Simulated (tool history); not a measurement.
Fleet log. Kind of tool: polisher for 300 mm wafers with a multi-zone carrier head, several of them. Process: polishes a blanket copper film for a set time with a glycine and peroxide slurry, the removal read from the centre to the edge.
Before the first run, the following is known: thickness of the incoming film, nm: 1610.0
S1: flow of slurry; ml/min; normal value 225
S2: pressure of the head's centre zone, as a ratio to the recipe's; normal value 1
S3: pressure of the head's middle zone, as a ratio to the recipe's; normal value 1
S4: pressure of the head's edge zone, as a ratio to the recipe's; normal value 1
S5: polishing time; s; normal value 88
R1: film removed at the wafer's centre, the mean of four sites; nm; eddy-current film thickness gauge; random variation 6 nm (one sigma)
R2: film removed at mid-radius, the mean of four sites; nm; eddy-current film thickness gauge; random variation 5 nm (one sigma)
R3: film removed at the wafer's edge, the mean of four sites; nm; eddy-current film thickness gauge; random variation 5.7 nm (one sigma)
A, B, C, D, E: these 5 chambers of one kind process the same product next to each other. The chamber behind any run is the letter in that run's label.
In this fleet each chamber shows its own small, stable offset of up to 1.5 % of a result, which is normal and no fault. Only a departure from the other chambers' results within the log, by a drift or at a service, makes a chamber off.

run 1B hour=7.8 | S1=225 S2=1 S3=1 S4=1 S5=88 | R1=478.4 R2=464.54 R3=470.37
-- hour=8 chamber A: worn pad replaced by a new one
-- hour=8.9 chamber C: worn pad replaced by a new one
run 2A hour=18.8 | S1=225 S2=1 S3=1 S4=1 S5=88 | R1=473.99 R2=468.8 R3=473.55
-- hour=22.1 chamber E: worn pad replaced by a new one
run 3C hour=28.8 | S1=225 S2=1 S3=1 S4=1 S5=88 | R1=466.94 R2=468.81 R3=470.18
run 4D hour=39 | S1=225 S2=1 S3=1 S4=1 S5=88 | R1=461.29 R2=471.12 R3=470.73
-- hour=44.7 chamber E: centre zone pressure recalibrated
run 5E hour=45.1 | S1=225 S2=1 S3=1 S4=1 S5=88 | R1=465.72 R2=471.18 R3=457.64
run 6D hour=52.3 | S1=225 S2=1 S3=1 S4=1 S5=101 | R1=537.47 R2=538.36 R3=545.7
run 7B hour=64.1 | S1=225 S2=1 S3=1 S4=1 S5=101 | R1=554.2 R2=539.62 R3=551.92
-- hour=69.9 chamber E: slurry nozzle cleaned
run 8E hour=75.9 | S1=225 S2=1 S3=1 S4=1 S5=101 | R1=538.11 R2=553.17 R3=537.37
run 9C hour=84.8 | S1=225 S2=1 S3=1 S4=1 S5=101 | R1=549.26 R2=534.44 R3=534.28
-- hour=91.4 chamber D: slurry nozzle cleaned
run 10A hour=91.6 | S1=225 S2=1 S3=1 S4=1 S5=101 | R1=548.94 R2=540.7 R3=561.33
run 11E hour=100.1 | S1=225 S2=1 S3=0.9 S4=1 S5=88 | R1=461.81 R2=430.4 R3=466.64
-- hour=107.7 chamber D: worn pad replaced by a new one
run 12B hour=109.5 | S1=225 S2=1 S3=0.9 S4=1 S5=88 | R1=471.26 R2=419.49 R3=462.82
run 13D hour=115.3 | S1=225 S2=1 S3=0.9 S4=1 S5=88 | R1=469.13 R2=430.55 R3=476.24
run 14C hour=122.8 | S1=225 S2=1 S3=0.9 S4=1 S5=88 | R1=475.57 R2=417.56 R3=473.53
run 15A hour=131.4 | S1=225 S2=1 S3=0.9 S4=1 S5=88 | R1=467.04 R2=429.95 R3=475.1
run 16D hour=142.4 | S1=225 S2=1 S3=1 S4=1 S5=88 | R1=479.56 R2=472.12 R3=486.17
-- hour=147 chamber A: worn pad replaced by a new one
run 17E hour=150 | S1=225 S2=1 S3=1 S4=1 S5=88 | R1=468.29 R2=464.85 R3=461.33
-- hour=153.8 chamber B: worn pad replaced by a new one
-- hour=154.7 chamber C: worn pad replaced by a new one
run 18C hour=159.8 | S1=225 S2=1 S3=1 S4=1 S5=88 | R1=468.05 R2=470.82 R3=465.14
run 19B hour=165.3 | S1=225 S2=1 S3=1 S4=1 S5=88 | R1=461.49 R2=469.81 R3=477.22
run 20A hour=174.8 | S1=225 S2=1 S3=1 S4=0.95 S5=88 | R1=479.96 R2=479.75 R3=461.59
-- hour=184.1 chamber E: worn pad replaced by a new one
run 21B hour=184.6 | S1=225 S2=1 S3=1 S4=0.95 S5=88 | R1=470.01 R2=457.35 R3=466.08
run 22E hour=195.6 | S1=225 S2=1 S3=1 S4=0.95 S5=88 | R1=473.39 R2=474.85 R3=453.32
run 23C hour=202.8 | S1=225 S2=1 S3=1 S4=0.95 S5=88 | R1=469.32 R2=474.45 R3=455.11
run 24A hour=210.6 | S1=225 S2=1 S3=1 S4=0.95 S5=88 | R1=470.25 R2=472.31 R3=469.84
run 25D hour=216.9 | S1=225 S2=1 S3=1 S4=1 S5=88 | R1=459.81 R2=458.83 R3=466.2
run 26C hour=226.2 | S1=225 S2=1 S3=1 S4=1 S5=88 | R1=467.87 R2=479.14 R3=465.33
run 27D hour=236.2 | S1=225 S2=1 S3=1 S4=1 S5=78 | R1=419.08 R2=412.25 R3=419.09
-- hour=238.8 chamber D: worn pad replaced by a new one
run 28B hour=243.3 | S1=225 S2=1 S3=1 S4=1 S5=78 | R1=422.43 R2=414.32 R3=419.95
run 29A hour=252.3 | S1=225 S2=1 S3=1 S4=1 S5=78 | R1=414.04 R2=418.93 R3=424.11
run 30E hour=258.1 | S1=225 S2=1 S3=1 S4=1 S5=78 | R1=419.16 R2=421.66 R3=415.15
run 31B hour=269.3 | S1=225 S2=1 S3=1 S4=1 S5=78 | R1=417.56 R2=416.04 R3=413.29
run 32A hour=275.6 | S1=225 S2=1 S3=1 S4=1 S5=102 | R1=544.98 R2=556.43 R3=548.64
run 33C hour=286.9 | S1=225 S2=1 S3=1 S4=1 S5=102 | R1=547.11 R2=552 R3=543.3
run 34E hour=295.7 | S1=225 S2=1 S3=1 S4=1 S5=102 | R1=550.13 R2=545.09 R3=538.18
-- hour=297.4 chamber A: worn pad replaced by a new one
run 35D hour=301.7 | S1=225 S2=1 S3=1 S4=1 S5=102 | R1=533.46 R2=545.61 R3=547.51
run 36E hour=311.3 | S1=225 S2=1 S3=1 S4=1 S5=102 | R1=546.84 R2=553.19 R3=542.76
run 37C hour=317.3 | S1=225 S2=1 S3=1 S4=1 S5=88 | R1=480.36 R2=470.57 R3=458.54
run 38A hour=323.8 | S1=225 S2=1 S3=1 S4=1 S5=88 | R1=470.34 R2=473.12 R3=483.03
-- hour=330.4 chamber B: worn pad replaced by a new one
run 39D hour=331.5 | S1=225 S2=1 S3=1 S4=1 S5=88 | R1=463.23 R2=472.27 R3=470.59
-- hour=331.7 chamber E: worn pad replaced by a new one
run 40B hour=341.8 | S1=225 S2=1 S3=1 S4=1 S5=88 | R1=472.67 R2=461.51 R3=466.6
run 41E hour=351.2 | S1=225 S2=1 S3=1 S4=1 S5=88 | R1=463.81 R2=471.52 R3=469.88

Is one chamber off against the others, does the gauge drift, or is nothing wrong? If a chamber is off, say which, and what the likeliest cause is.

Neither any chamber nor the gauge drifts; the chambers differ only by their own small, steady offsets.

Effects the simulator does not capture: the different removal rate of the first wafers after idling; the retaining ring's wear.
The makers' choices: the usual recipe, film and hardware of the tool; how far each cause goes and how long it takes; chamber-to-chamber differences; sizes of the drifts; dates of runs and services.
